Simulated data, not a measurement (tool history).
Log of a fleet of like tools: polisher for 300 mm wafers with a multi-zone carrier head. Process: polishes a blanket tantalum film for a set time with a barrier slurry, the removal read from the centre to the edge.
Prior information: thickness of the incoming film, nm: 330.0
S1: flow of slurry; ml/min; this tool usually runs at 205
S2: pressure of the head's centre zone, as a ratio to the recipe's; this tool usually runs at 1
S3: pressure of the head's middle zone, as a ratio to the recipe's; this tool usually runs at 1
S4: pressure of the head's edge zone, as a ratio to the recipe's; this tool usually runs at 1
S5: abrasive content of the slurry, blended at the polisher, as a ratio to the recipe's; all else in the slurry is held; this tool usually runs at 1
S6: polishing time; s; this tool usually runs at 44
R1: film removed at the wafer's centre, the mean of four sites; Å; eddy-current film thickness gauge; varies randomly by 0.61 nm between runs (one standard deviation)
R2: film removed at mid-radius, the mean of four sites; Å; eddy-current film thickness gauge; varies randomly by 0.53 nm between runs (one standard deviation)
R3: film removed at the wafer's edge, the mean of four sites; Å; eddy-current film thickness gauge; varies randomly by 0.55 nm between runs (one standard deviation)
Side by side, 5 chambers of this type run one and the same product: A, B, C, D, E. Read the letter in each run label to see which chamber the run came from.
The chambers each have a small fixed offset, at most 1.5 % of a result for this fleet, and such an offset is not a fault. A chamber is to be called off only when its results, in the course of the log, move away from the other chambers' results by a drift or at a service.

{"hour": 5.6, "done": "chamber A: worn pad replaced by a new one"}
{"hour": 6.5, "done": "chamber E: slurry nozzle cleaned"}
{"run": "1D", "hour": 9.8, "S1": 205, "S2": 1, "S3": 1, "S4": 1, "S5": 1, "S6": 44, "R1": 615.68, "R2": 610.85, "R3": 620.18}
{"run": "2C", "hour": 17.8, "S1": 205, "S2": 1, "S3": 1, "S4": 1, "S5": 1, "S6": 44, "R1": 612.56, "R2": 628.5, "R3": 618.99}
{"hour": 20.6, "done": "chamber C: worn pad replaced by a new one"}
{"run": "3A", "hour": 26.2, "S1": 205, "S2": 1, "S3": 1, "S4": 1, "S5": 1, "S6": 44, "R1": 628.03, "R2": 613.83, "R3": 613.13}
{"run": "4E", "hour": 33.8, "S1": 205, "S2": 1, "S3": 1, "S4": 1, "S5": 1, "S6": 44, "R1": 619.09, "R2": 613.72, "R3": 621.72}
{"hour": 36.5, "done": "chamber B: worn pad replaced by a new one"}
{"run": "5B", "hour": 44.6, "S1": 205, "S2": 1, "S3": 1, "S4": 1, "S5": 1, "S6": 44, "R1": 620.68, "R2": 618.07, "R3": 621.59}
{"hour": 48.7, "done": "chamber E: worn pad replaced by a new one"}
{"run": "6B", "hour": 54.9, "S1": 205, "S2": 1, "S3": 1, "S4": 1, "S5": 1, "S6": 44, "R1": 617.6, "R2": 626.14, "R3": 627.21}
{"run": "7A", "hour": 60.8, "S1": 205, "S2": 1, "S3": 1, "S4": 1, "S5": 1, "S6": 44, "R1": 621.81, "R2": 622.37, "R3": 625.09}
{"hour": 65.3, "done": "chamber D: slurry nozzle cleaned"}
{"hour": 65.6, "done": "chamber D: worn pad replaced by a new one"}
{"hour": 66.7, "done": "chamber A: worn pad replaced by a new one"}
{"run": "8C", "hour": 68.6, "S1": 205, "S2": 1, "S3": 1, "S4": 1, "S5": 1, "S6": 44, "R1": 616.93, "R2": 622.32, "R3": 620.03}
{"run": "9D", "hour": 75.6, "S1": 205, "S2": 1, "S3": 1, "S4": 1, "S5": 1, "S6": 44, "R1": 619.52, "R2": 608.06, "R3": 621.11}
{"run": "10E", "hour": 83.6, "S1": 205, "S2": 1, "S3": 1, "S4": 1, "S5": 1, "S6": 44, "R1": 627.02, "R2": 616.63, "R3": 617.73}
{"hour": 86.0, "done": "chamber C: worn pad replaced by a new one"}
{"run": "11E", "hour": 90.0, "S1": 205, "S2": 1, "S3": 1, "S4": 1, "S5": 1, "S6": 44, "R1": 625.48, "R2": 621.2, "R3": 623.14}
{"hour": 95.9, "done": "chamber B: worn pad replaced by a new one"}
{"run": "12A", "hour": 100.4, "S1": 205, "S2": 1, "S3": 1, "S4": 1, "S5": 1, "S6": 44, "R1": 623.26, "R2": 612.94, "R3": 617.63}
{"hour": 106.7, "done": "chamber E: worn pad replaced by a new one"}
{"run": "13D", "hour": 109.9, "S1": 205, "S2": 1, "S3": 1, "S4": 1, "S5": 1, "S6": 44, "R1": 618.12, "R2": 622.64, "R3": 613.17}
{"run": "14C", "hour": 117.9, "S1": 205, "S2": 1, "S3": 1, "S4": 1, "S5": 1, "S6": 44, "R1": 631.48, "R2": 631.36, "R3": 614.27}
{"run": "15B", "hour": 125.6, "S1": 205, "S2": 1, "S3": 1, "S4": 0.95, "S5": 0.75, "S6": 44, "R1": 563.69, "R2": 566.54, "R3": 559.99}
{"run": "16E", "hour": 132.8, "S1": 205, "S2": 1, "S3": 1, "S4": 0.95, "S5": 0.75, "S6": 44, "R1": 552.87, "R2": 563.53, "R3": 551.99}
{"hour": 134.6, "done": "chamber D: edge zone pressure recalibrated"}
{"hour": 136.6, "done": "chamber A: worn pad replaced by a new one"}
{"run": "17D", "hour": 138.6, "S1": 205, "S2": 1, "S3": 1, "S4": 0.95, "S5": 0.75, "S6": 44, "R1": 580.78, "R2": 559.2, "R3": 566.34}
{"run": "18A", "hour": 147.3, "S1": 205, "S2": 1, "S3": 1, "S4": 0.95, "S5": 0.75, "S6": 44, "R1": 571.14, "R2": 568.68, "R3": 550}
{"hour": 153.6, "done": "chamber C: worn pad replaced by a new one"}
{"hour": 154.0, "done": "chamber D: worn pad replaced by a new one"}
{"run": "19C", "hour": 158.2, "S1": 205, "S2": 1, "S3": 1, "S4": 0.95, "S5": 0.75, "S6": 44, "R1": 575.67, "R2": 572.64, "R3": 549.85}
{"hour": 165.6, "done": "chamber E: worn pad replaced by a new one"}
{"run": "20B", "hour": 166.6, "S1": 205, "S2": 1, "S3": 1, "S4": 1, "S5": 1, "S6": 44, "R1": 619.25, "R2": 622.93, "R3": 618.59}
{"hour": 168.5, "done": "chamber B: worn pad replaced by a new one"}
{"hour": 172.4, "done": "chamber D: centre zone pressure recalibrated"}
{"run": "21A", "hour": 175.2, "S1": 205, "S2": 1, "S3": 1, "S4": 1, "S5": 1, "S6": 44, "R1": 624.15, "R2": 624.2, "R3": 616.7}
{"run": "22E", "hour": 184.7, "S1": 205, "S2": 1, "S3": 1, "S4": 1.06, "S5": 1, "S6": 44, "R1": 623.29, "R2": 619.74, "R3": 639.66}
{"hour": 187.4, "done": "chamber B: edge zone pressure recalibrated"}
{"run": "23D", "hour": 189.7, "S1": 205, "S2": 1, "S3": 1, "S4": 1.06, "S5": 1, "S6": 44, "R1": 634.07, "R2": 628.62, "R3": 645.53}
{"hour": 192.6, "done": "chamber B: slurry nozzle cleaned"}
{"run": "24C", "hour": 199.2, "S1": 205, "S2": 1, "S3": 1, "S4": 1.06, "S5": 1, "S6": 44, "R1": 613.93, "R2": 621.78, "R3": 631.97}
{"hour": 204.2, "done": "chamber A: worn pad replaced by a new one"}
{"run": "25B", "hour": 205.9, "S1": 205, "S2": 1, "S3": 1, "S4": 1.06, "S5": 1, "S6": 44, "R1": 602.52, "R2": 631.16, "R3": 644.9}
{"run": "26B", "hour": 216.4, "S1": 205, "S2": 1, "S3": 1, "S4": 1.06, "S5": 1, "S6": 44, "R1": 602.14, "R2": 625.17, "R3": 644.76}
{"run": "27C", "hour": 226.0, "S1": 205, "S2": 1, "S3": 1, "S4": 1, "S5": 1, "S6": 44, "R1": 633.66, "R2": 623.66, "R3": 619.41}
{"hour": 227.3, "done": "chamber D: worn pad replaced by a new one"}
{"hour": 227.5, "done": "chamber A: edge zone pressure recalibrated"}
{"hour": 231.4, "done": "chamber C: worn pad replaced by a new one"}
{"run": "28D", "hour": 233.4, "S1": 205, "S2": 1, "S3": 1, "S4": 1, "S5": 1, "S6": 44, "R1": 617.38, "R2": 626.91, "R3": 625.98}
{"hour": 236.9, "done": "chamber B: worn pad replaced by a new one"}
{"hour": 240.7, "done": "chamber E: worn pad replaced by a new one"}
{"run": "29E", "hour": 241.5, "S1": 205, "S2": 1, "S3": 1, "S4": 1, "S5": 1, "S6": 44, "R1": 623.95, "R2": 623.68, "R3": 623.99}
{"hour": 251.8, "done": "chamber E: slurry nozzle cleaned"}
{"run": "30A", "hour": 252.4, "S1": 205, "S2": 1, "S3": 1, "S4": 1, "S5": 1, "S6": 44, "R1": 609.64, "R2": 607.54, "R3": 622.34}
{"run": "31E", "hour": 258.8, "S1": 205, "S2": 1, "S3": 1, "S4": 1, "S5": 1, "S6": 44, "R1": 613.14, "R2": 623.33, "R3": 617.38}
{"run": "32C", "hour": 267.7, "S1": 205, "S2": 1, "S3": 1, "S4": 1, "S5": 1, "S6": 44, "R1": 635.2, "R2": 625.09, "R3": 611.71}
{"run": "33B", "hour": 274.9, "S1": 205, "S2": 1, "S3": 1, "S4": 1, "S5": 1, "S6": 44, "R1": 585.83, "R2": 629.08, "R3": 612.93}
{"hour": 276.1, "done": "chamber A: worn pad replaced by a new one"}
{"run": "34A", "hour": 280.8, "S1": 205, "S2": 1, "S3": 1, "S4": 1, "S5": 1, "S6": 44, "R1": 613.54, "R2": 627.2, "R3": 635.82}
{"run": "35D", "hour": 285.8, "S1": 205, "S2": 1, "S3": 1, "S4": 1, "S5": 1, "S6": 44, "R1": 631, "R2": 617.36, "R3": 630.37}
{"hour": 291.1, "done": "chamber A: slurry nozzle cleaned"}
{"run": "36E", "hour": 292.9, "S1": 205, "S2": 1, "S3": 1, "S4": 1, "S5": 1, "S6": 44, "R1": 628.12, "R2": 615.79, "R3": 618.63}
{"hour": 300.5, "done": "chamber D: worn pad replaced by a new one"}
{"run": "37A", "hour": 301.8, "S1": 205, "S2": 1, "S3": 1, "S4": 1, "S5": 1, "S6": 44, "R1": 617.46, "R2": 611.68, "R3": 621.42}
{"hour": 303.2, "done": "chamber B: worn pad replaced by a new one"}
{"run": "38C", "hour": 308.9, "S1": 205, "S2": 1, "S3": 1, "S4": 1, "S5": 1, "S6": 44, "R1": 628.2, "R2": 621.75, "R3": 619}
{"run": "39D", "hour": 317.5, "S1": 205, "S2": 1, "S3": 1, "S4": 1, "S5": 1.25, "S6": 49, "R1": 739.2, "R2": 734.11, "R3": 739.36}
{"run": "40B", "hour": 326.8, "S1": 205, "S2": 1, "S3": 1, "S4": 1, "S5": 1.25, "S6": 49, "R1": 684.05, "R2": 740.88, "R3": 736.93}
{"run": "41B", "hour": 335.5, "S1": 205, "S2": 1, "S3": 1, "S4": 1, "S5": 1.25, "S6": 49, "R1": 684.47, "R2": 735.25, "R3": 739.72}

One chamber off, gauge drift, or nothing amiss beyond the chambers' own small offsets? If it is a chamber, which one, and what is the likeliest cause?

Little by little, chamber B moves away from the other chambers.
Likeliest cause: centre zone's pressure below its setpoint, % = 5.57.

Chamber B could run next with any of the 4 candidate recipes listed below; each alters the usual settings, and their results appear as question marks. Which one brings its results back in line with what the other chambers deliver on the usual settings?
Counts as in line when no further than this from what the other chambers average on the usual settings: R1 21 Å; R2 19 Å; R3 19 Å
{"run": "42B-1", "hour": 343.5, "S1": 200, "S2": 0.89, "S3": 1.01, "S4": 1.04, "S5": 1, "S6": 44, "R1": "?", "R2": "?", "R3": "?"}
{"run": "42B-2", "hour": 343.5, "S1": 210, "S2": 1.11, "S3": 0.99, "S4": 0.96, "S5": 1, "S6": 44, "R1": "?", "R2": "?", "R3": "?"}
{"run": "42B-3", "hour": 343.5, "S1": 210, "S2": 1.05, "S3": 0.99, "S4": 0.98, "S5": 1, "S6": 44, "R1": "?", "R2": "?", "R3": "?"}
{"run": "42B-4", "hour": 343.5, "S1": 200, "S2": 0.95, "S3": 1.01, "S4": 1.02, "S5": 1, "S6": 44, "R1": "?", "R2": "?", "R3": "?"}

Mean of the other chambers on the usual settings: R1 620.52 Å; R2 618.62 Å; R3 617.92 Å
run=42B-1 R1=511.41 R2=628.6 R3=634.18
run=42B-2 R1=659.51 R2=620.78 R3=611.73
run=42B-3 R1=620.15 R2=620.97 R3=618.2
run=42B-4 R1=550.47 R2=628.41 R3=627.76
With 42B-3, the chamber falls back in line with the rest.

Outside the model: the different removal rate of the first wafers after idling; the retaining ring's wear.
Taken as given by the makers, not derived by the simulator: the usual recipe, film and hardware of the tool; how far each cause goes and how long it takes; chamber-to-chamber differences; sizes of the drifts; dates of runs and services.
